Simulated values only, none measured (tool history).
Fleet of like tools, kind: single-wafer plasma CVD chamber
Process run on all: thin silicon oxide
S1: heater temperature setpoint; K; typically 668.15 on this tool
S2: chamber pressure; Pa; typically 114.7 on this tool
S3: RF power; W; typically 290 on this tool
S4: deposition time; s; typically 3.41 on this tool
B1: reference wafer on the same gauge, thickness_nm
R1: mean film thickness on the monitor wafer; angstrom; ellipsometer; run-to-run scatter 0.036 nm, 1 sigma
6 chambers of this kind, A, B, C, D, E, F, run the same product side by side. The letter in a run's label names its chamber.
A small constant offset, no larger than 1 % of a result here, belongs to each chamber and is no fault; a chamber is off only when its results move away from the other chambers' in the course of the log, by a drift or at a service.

run   hour      S1     S2   S3    S4      B1      R1
 1E    5.1  668.15  114.7  290  3.41  7.6415  66.004
 2B    9.4  668.15  114.7  290  3.41  7.6515  65.287
 3D   12.6  668.15  114.7  290  3.41  7.6543  66.409
 4F   17.7  668.15  114.7  290  3.41  7.6517  66.096
 5C   20.1  654.15  135.5  290  3.41  7.6504  76.783
 6A   23.8  654.15  135.5  290  3.41  7.6453  75.187
 7B   27.8  654.15  135.5  290  3.41   7.649  75.645
 8C   30.7  654.15  135.5  290  3.41  7.6532  76.826
 9D     35  654.15  135.5  290  3.41  7.6525  76.701
10E   38.9  654.15  135.5  290  3.41  7.6498  76.738
11F   43.8  668.15  114.7  290  3.41  7.6472  66.611
12A   48.8  668.15  114.7  290  3.41  7.6478  65.353
13B   53.4  668.15  114.7  290  3.41  7.6474  65.447
14D   55.8  668.15  114.7  290  3.41  7.6463   66.57
15F     60  668.15  125.9  340  3.41  7.6539  76.358
16A   63.8  668.15  125.9  340  3.41  7.6464  75.399
17C   66.5  668.15  125.9  340  3.41  7.6569  76.359
18E   71.6  668.15  125.9  340  3.41  7.6463  76.612
19F   76.8  668.15  125.9  340  3.41  7.6455  76.051
20C     80  668.15  125.9  340  3.41  7.6498  76.229
21A     83  668.15  114.7  290  3.41  7.6493  65.665
22D   88.1  668.15  114.7  290  3.41  7.6446  67.171
      92.4  -- chamber E: capacitance manometer re-zeroed and calibrated
23E   92.7  668.15  114.7  290  3.41  7.6461  61.411
24B   97.7  668.15  114.7  290  3.41  7.6643  65.008
25E  102.1  668.15  114.7  290  3.41  7.6396  61.562
26D  107.3  668.15  114.7  290  3.41  7.6439  66.828
     108.8  -- chamber C: RF generator calibrated
27C  110.4  668.15  114.7  290  3.41  7.6486  66.489
28F  112.8  668.15  114.7  290  3.41  7.6369  66.093
29B  116.7  668.15  114.7  290  3.41  7.6416  65.241
30A  119.8  668.15  114.7  290  3.41  7.6552  66.148
31B  122.2  668.15  114.7  290  3.41  7.6465  65.721
32D  125.8  675.15  114.7  335  3.41  7.6407  69.248
33A  130.9  675.15  114.7  335  3.41  7.6437    69.5
34F  135.2  675.15  114.7  335  3.41  7.6485  70.068
35E  138.6  675.15  114.7  335  3.41  7.6434  64.838
36C  142.6  675.15  114.7  335  3.41  7.6515  70.214
37B  146.4  675.15  114.7  335  3.41  7.6543  68.727
38E  148.9  668.15  114.7  290  3.41  7.6495  62.126
39F  153.7  668.15  114.7  270  3.41  7.6522  64.193

Next, every chamber runs the same settings. What will each give?
40A  157.5  668.15  114.7  290  3.41       ?
40B  157.5  668.15  114.7  290  3.41       ?
40C  157.5  668.15  114.7  290  3.41       ?
40D  157.5  668.15  114.7  290  3.41       ?
40E  157.5  668.15  114.7  290  3.41       ?
40F  157.5  668.15  114.7  290  3.41       ?

run      R1
40A  65.609
40B  65.232
40C  66.339
40D  66.919
40E   61.26
40F  65.604
